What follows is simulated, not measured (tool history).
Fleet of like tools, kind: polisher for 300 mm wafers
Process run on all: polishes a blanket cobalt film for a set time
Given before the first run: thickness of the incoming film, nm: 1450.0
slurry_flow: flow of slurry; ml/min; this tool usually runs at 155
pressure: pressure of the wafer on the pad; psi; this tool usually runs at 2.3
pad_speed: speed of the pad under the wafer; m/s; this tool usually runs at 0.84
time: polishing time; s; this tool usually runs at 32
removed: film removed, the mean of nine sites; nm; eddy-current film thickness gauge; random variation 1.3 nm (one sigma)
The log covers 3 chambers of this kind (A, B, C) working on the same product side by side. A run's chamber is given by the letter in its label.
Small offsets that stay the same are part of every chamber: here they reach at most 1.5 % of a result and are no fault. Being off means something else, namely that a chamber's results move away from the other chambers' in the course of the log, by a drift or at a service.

run   hour  slurry_flow  pressure  pad_speed  time  removed
 1C    7.8          155       2.3       0.84    32   185.02
 2B   21.6          155       2.3       0.84    32   189.42
 3A   28.9          155       2.3       0.84    32   188.44
 4A   41.8          155       2.3       0.84    32   187.46
      46.3  -- chamber A: worn pad replaced by a new one
 5B   55.2          155       2.3       0.84    32      187
      59.9  -- chamber C: worn pad replaced by a new one
 6C   63.2          155       2.3       0.84    32   186.19
      73.4  -- chamber B: worn pad replaced by a new one
 7A   75.2          155       2.3       0.84    32   186.97
 8B   88.2          155       2.3       0.84    32   185.24
 9C   97.2          155       2.3       0.84    32   184.58
10C  104.8          155       2.3       0.84    32   185.18
11A  114.6          155       2.3       0.84    32   190.56
     116.7  -- chamber A: worn pad replaced by a new one
     120.2  -- chamber C: worn pad replaced by a new one
12B  122.9          155       2.3       0.84    32   186.51
     128.6  -- chamber C: slurry nozzle cleaned
13B  135.5          155       2.3       0.84    32   187.03
14C  147.1          155       2.3       0.84    32   182.84
15A  157.7          115       2.3       1.06    32   224.58
     158.3  -- chamber B: worn pad replaced by a new one
16C  166.4          115       2.3       1.06    32   222.44
17B  176.4          115       2.3       1.06    32   217.18
     184.8  -- chamber A: worn pad replaced by a new one
18A  185.8          155       2.3       0.84    32   189.02
     189.7  -- chamber C: worn pad replaced by a new one
19A  193.5          155       2.3       0.84    32   187.67
20C  201.3          155       2.3       0.84    32   187.25
21B  210.3          155       2.3       0.84    32   183.81
     220.7  -- chamber A: slurry nozzle cleaned
22C  220.9          155       2.3       0.84    32   188.54
     224.2  -- chamber B: worn pad replaced by a new one
23B  229.2          155       2.3       0.84    32   181.16
24A  242.8          155       2.3        1.1    38   290.56
     245.2  -- chamber A: worn pad replaced by a new one
25A  250.8          155       2.3        1.1    38   296.43
26B  259.3          155       2.3        1.1    38   282.37
       265  -- chamber C: worn pad replaced by a new one
27C  271.5          155       2.3       0.84    32   184.43
28C    279          155       2.3       0.84    32   186.61
     280.5  -- chamber C: head pressure recalibrated
     288.5  -- chamber B: worn pad replaced by a new one
29B  290.6          155       2.3       0.84    32   179.58
30A  300.4          155       2.3       0.84    32   189.04
     308.7  -- chamber A: worn pad replaced by a new one
31C  313.8          155       2.3       0.84    32    187.3
32A  320.8          155       2.3       0.84    32   186.38
33B  334.3          155       2.3       0.84    32   176.64
34A  345.3          190       2.3       0.84    32   193.23

All 3 chambers run these settings next. Forecast each chamber's results:
35A  355.6          155       2.3       0.84    32        ?
35B  355.6          155       2.3       0.84    32        ?
35C  355.6          155       2.3       0.84    32        ?

run  removed
35A   189.94
35B   177.51
35C   185.08
